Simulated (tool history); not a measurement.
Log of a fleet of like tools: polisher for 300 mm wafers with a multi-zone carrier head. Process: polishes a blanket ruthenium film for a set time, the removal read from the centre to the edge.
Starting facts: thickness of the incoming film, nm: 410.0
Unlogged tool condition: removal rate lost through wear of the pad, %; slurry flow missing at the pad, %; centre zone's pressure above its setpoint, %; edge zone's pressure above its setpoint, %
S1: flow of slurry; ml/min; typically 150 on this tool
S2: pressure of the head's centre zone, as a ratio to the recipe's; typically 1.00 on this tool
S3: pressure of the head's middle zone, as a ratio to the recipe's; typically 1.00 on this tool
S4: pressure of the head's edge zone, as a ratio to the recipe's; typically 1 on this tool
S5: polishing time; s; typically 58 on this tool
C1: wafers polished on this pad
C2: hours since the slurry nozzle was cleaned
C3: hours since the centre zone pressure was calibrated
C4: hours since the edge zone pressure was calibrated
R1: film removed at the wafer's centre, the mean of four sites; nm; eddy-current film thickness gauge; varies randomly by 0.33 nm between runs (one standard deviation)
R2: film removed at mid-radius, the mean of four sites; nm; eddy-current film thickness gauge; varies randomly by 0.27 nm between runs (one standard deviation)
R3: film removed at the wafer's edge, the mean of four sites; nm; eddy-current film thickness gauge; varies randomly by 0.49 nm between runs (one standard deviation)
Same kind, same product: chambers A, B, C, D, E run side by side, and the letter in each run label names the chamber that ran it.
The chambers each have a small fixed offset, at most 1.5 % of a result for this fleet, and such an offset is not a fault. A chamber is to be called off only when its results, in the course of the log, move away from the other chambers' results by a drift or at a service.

At hour 4.3: chamber C: centre zone pressure recalibrated.
Run 1A, hour 12.1: usual settings; C1 1153; C2 296.8; C3 252.9; C4 759.1. Result: R1 36.940 nm, R2 36.936 nm, R3 35.422 nm.
At hour 22.2: chamber A: worn pad replaced by a new one.
Run 2E, hour 25.5: usual settings; C1 1247; C2 71.6; C3 414.0; C4 678.7. Result: R1 37.140 nm, R2 37.461 nm, R3 37.522 nm.
At hour 29.1: chamber E: edge zone pressure recalibrated.
At hour 33.2: chamber E: worn pad replaced by a new one.
Run 3B, hour 34.6: usual settings; C1 741; C2 50.9; C3 228.5; C4 244.0. Result: R1 36.571 nm, R2 36.849 nm, R3 36.328 nm.
At hour 37.8: chamber D: worn pad replaced by a new one.
Run 4D, hour 43.5: usual settings; C1 74; C2 573.2; C3 253.2; C4 627.4. Result: R1 36.706 nm, R2 36.957 nm, R3 37.944 nm.
At hour 57.0: chamber C: worn pad replaced by a new one.
Run 5C, hour 57.5: usual settings; C1 7; C2 375.1; C3 53.3; C4 341.0. Result: R1 37.343 nm, R2 36.893 nm, R3 36.478 nm.
Run 6B, hour 68.3: usual settings; C1 1177; C2 84.6; C3 262.2; C4 277.7. Result: R1 36.617 nm, R2 36.600 nm, R3 36.819 nm.
At hour 77.8: chamber B: worn pad replaced by a new one.
Run 7C, hour 84.1: usual settings; C1 352; C2 401.7; C3 79.9; C4 367.6. Result: R1 37.426 nm, R2 36.623 nm, R3 36.670 nm.
At hour 93.2: chamber B: edge zone pressure recalibrated.
Run 8D, hour 99.1: usual settings; C1 794; C2 628.8; C3 308.8; C4 683.0. Result: R1 36.734 nm, R2 37.083 nm, R3 37.930 nm.
Run 9A, hour 106.1: usual settings but S3 1.07, S5 65 s; C1 1087; C2 390.8; C3 346.9; C4 853.1. Result: R1 40.526 nm, R2 44.458 nm, R3 40.588 nm.
Run 10E, hour 119.5: usual settings but S3 1.07, S5 65 s; C1 1119; C2 165.6; C3 508.0; C4 90.4. Result: R1 41.683 nm, R2 44.424 nm, R3 41.829 nm.
At hour 120.5: chamber E: worn pad replaced by a new one.
At hour 121.0: chamber D: worn pad replaced by a new one.
Run 11D, hour 127.5: usual settings but S3 1.07, S5 65 s; C1 84; C2 657.2; C3 337.2; C4 711.4. Result: R1 41.191 nm, R2 44.402 nm, R3 42.677 nm.
At hour 130.5: chamber A: worn pad replaced by a new one.
Run 12E, hour 142.9: usual settings but S3 1.07, S5 65 s; C1 290; C2 189.0; C3 531.4; C4 113.8. Result: R1 41.210 nm, R2 43.713 nm, R3 40.889 nm.
Run 13C, hour 150.0: usual settings but S3 1.07, S5 65 s; C1 1206; C2 467.6; C3 145.8; C4 433.5. Result: R1 41.113 nm, R2 43.621 nm, R3 40.734 nm.
Run 14B, hour 159.0: usual settings; C1 1053; C2 175.3; C3 352.9; C4 65.8. Result: R1 36.713 nm, R2 37.014 nm, R3 36.679 nm.
At hour 173.6: chamber D: centre zone pressure recalibrated.
Run 15A, hour 173.7: usual settings; C1 560; C2 458.4; C3 414.5; C4 920.7. Result: R1 36.804 nm, R2 37.151 nm, R3 36.609 nm.
At hour 173.9: chamber B: worn pad replaced by a new one.
At hour 176.1: chamber C: worn pad replaced by a new one.
Run 16C, hour 185.6: usual settings; C1 123; C2 503.2; C3 181.4; C4 469.1. Result: R1 37.211 nm, R2 36.398 nm, R3 37.552 nm.
Run 17E, hour 193.5: usual settings but S2 0.95; C1 946; C2 239.6; C3 582.0; C4 164.4. Result: R1 35.325 nm, R2 36.904 nm, R3 37.710 nm.
Run 18D, hour 204.8: usual settings but S2 0.95; C1 1086; C2 734.5; C3 31.3; C4 788.7. Result: R1 34.766 nm, R2 37.634 nm, R3 37.102 nm.
At hour 213.0: chamber E: worn pad replaced by a new one.
Run 19A, hour 217.8: usual settings but S2 0.95; C1 1132; C2 502.5; C3 458.6; C4 964.8. Result: R1 34.747 nm, R2 37.673 nm, R3 36.712 nm.
At hour 224.0: chamber E: centre zone pressure recalibrated.
At hour 226.0: chamber D: worn pad replaced by a new one.
Run 20B, hour 232.8: usual settings but S2 0.95; C1 764; C2 249.1; C3 426.7; C4 139.6. Result: R1 35.195 nm, R2 37.180 nm, R3 36.653 nm.
At hour 234.1: chamber E: slurry nozzle cleaned.
At hour 235.5: chamber A: worn pad replaced by a new one.
Run 21B, hour 240.1: usual settings but S2 0.95; C1 858; C2 256.4; C3 434.0; C4 146.9. Result: R1 35.121 nm, R2 36.888 nm, R3 36.793 nm.
Run 22E, hour 247.6: usual settings; C1 449; C2 13.6; C3 23.7; C4 218.5. Result: R1 36.752 nm, R2 37.034 nm, R3 36.671 nm.
Run 23C, hour 259.6: usual settings; C1 1082; C2 577.2; C3 255.4; C4 543.1. Result: R1 36.819 nm, R2 36.591 nm, R3 37.049 nm.
Run 24A, hour 267.0: usual settings; C1 409; C2 551.7; C3 507.8; C4 1014.0. Result: R1 36.730 nm, R2 37.497 nm, R3 37.025 nm.
At hour 267.4: chamber B: worn pad replaced by a new one.
Run 25D, hour 276.7: usual settings; C1 657; C2 806.4; C3 103.2; C4 860.6. Result: R1 36.556 nm, R2 36.634 nm, R3 35.406 nm.
At hour 281.5: chamber C: worn pad replaced by a new one.
Run 26D, hour 286.8: usual settings; C1 788; C2 816.5; C3 113.3; C4 870.7. Result: R1 35.740 nm, R2 36.323 nm, R3 36.553 nm.
Run 27E, hour 295.5: usual settings; C1 1070; C2 61.5; C3 71.6; C4 266.4. Result: R1 36.480 nm, R2 37.370 nm, R3 37.130 nm.
Run 28B, hour 305.4: usual settings; C1 493; C2 321.7; C3 499.3; C4 212.2. Result: R1 36.447 nm, R2 36.782 nm, R3 36.665 nm.
At hour 312.2: chamber E: worn pad replaced by a new one.
Run 29C, hour 320.2: usual settings; C1 501; C2 637.8; C3 316.0; C4 603.7. Result: R1 37.552 nm, R2 37.076 nm, R3 36.218 nm.
At hour 326.3: chamber D: worn pad replaced by a new one.
At hour 331.3: chamber A: worn pad replaced by a new one.
Run 30A, hour 333.2: usual settings but S1 110 ml/min; C1 25; C2 617.9; C3 574.0; C4 1080.2. Result: R1 34.127 nm, R2 35.137 nm, R3 35.474 nm.
Run 31E, hour 343.8: usual settings but S1 110 ml/min; C1 410; C2 109.8; C3 119.9; C4 314.7. Result: R1 34.022 nm, R2 34.645 nm, R3 35.851 nm.
At hour 354.7: chamber B: worn pad replaced by a new one.
Run 32A, hour 357.0: usual settings but S1 110 ml/min; C1 333; C2 641.7; C3 597.8; C4 1104.0. Result: R1 34.098 nm, R2 35.034 nm, R3 33.851 nm.
Run 33C, hour 364.2: usual settings but S1 110 ml/min; C1 1072; C2 681.8; C3 360.0; C4 647.7. Result: R1 34.836 nm, R2 34.369 nm, R3 34.941 nm.
Run 34D, hour 372.7: usual settings but S1 110 ml/min; C1 602; C2 902.4; C3 199.2; C4 956.6. Result: R1 31.511 nm, R2 32.539 nm, R3 34.463 nm.
Run 35B, hour 381.6: usual settings; C1 349; C2 397.9; C3 575.5; C4 288.4. Result: R1 36.158 nm, R2 37.761 nm, R3 35.978 nm.
Run 36E, hour 394.0: usual settings; C1 1061; C2 160.0; C3 170.1; C4 364.9. Result: R1 37.359 nm, R2 37.471 nm, R3 36.724 nm.
At hour 404.5: chamber C: worn pad replaced by a new one.
Run 37B, hour 409.7: usual settings; C1 713; C2 426.0; C3 603.6; C4 316.5. Result: R1 36.883 nm, R2 37.405 nm, R3 37.715 nm.
At hour 415.5: chamber B: edge zone pressure recalibrated.
Run 38D, hour 419.1: usual settings; C1 1204; C2 948.8; C3 245.6; C4 1003.0. Result: R1 34.028 nm, R2 34.363 nm, R3 35.020 nm.
At hour 421.8: chamber D: worn pad replaced by a new one.
Run 39C, hour 433.5: usual settings; C1 376; C2 751.1; C3 429.3; C4 717.0. Result: R1 37.910 nm, R2 36.572 nm, R3 38.022 nm.
At hour 438.9: chamber A: worn pad replaced by a new one.
Run 40A, hour 442.0: usual settings; C1 41; C2 726.7; C3 682.8; C4 1189.0. Result: R1 36.987 nm, R2 37.774 nm, R3 36.325 nm.
Run 41B, hour 449.5: usual settings; C1 1229; C2 465.8; C3 643.4; C4 34.1. Result: R1 36.840 nm, R2 37.160 nm, R3 36.933 nm.
Run 42D, hour 464.3: usual settings but S3 1.11, S5 49 s; C1 551; C2 994.0; C3 290.8; C4 1048.2. Result: R1 28.364 nm, R2 31.859 nm, R3 29.446 nm.
Run 43A, hour 480.0: usual settings but S3 1.11, S5 49 s; C1 533; C2 764.7; C3 720.8; C4 1227.0. Result: R1 30.781 nm, R2 34.486 nm, R3 31.314 nm.

For the next run the whole fleet of 5 chambers uses the same settings. Give each chamber's results:
Run 44A, hour 491.5: usual settings. Result: R1 ?, R2 ?, R3 ?.
Run 44B, hour 491.5: usual settings. Result: R1 ?, R2 ?, R3 ?.
Run 44C, hour 491.5: usual settings. Result: R1 ?, R2 ?, R3 ?.
Run 44D, hour 491.5: usual settings. Result: R1 ?, R2 ?, R3 ?.
Run 44E, hour 491.5: usual settings. Result: R1 ?, R2 ?, R3 ?.

run      R1      R2      R3
44A  36.569  37.171  36.165
44B  36.570  36.795  35.889
44C  37.348  36.766  36.240
44D  32.903  33.713  34.316
44E  36.626  37.426  37.544

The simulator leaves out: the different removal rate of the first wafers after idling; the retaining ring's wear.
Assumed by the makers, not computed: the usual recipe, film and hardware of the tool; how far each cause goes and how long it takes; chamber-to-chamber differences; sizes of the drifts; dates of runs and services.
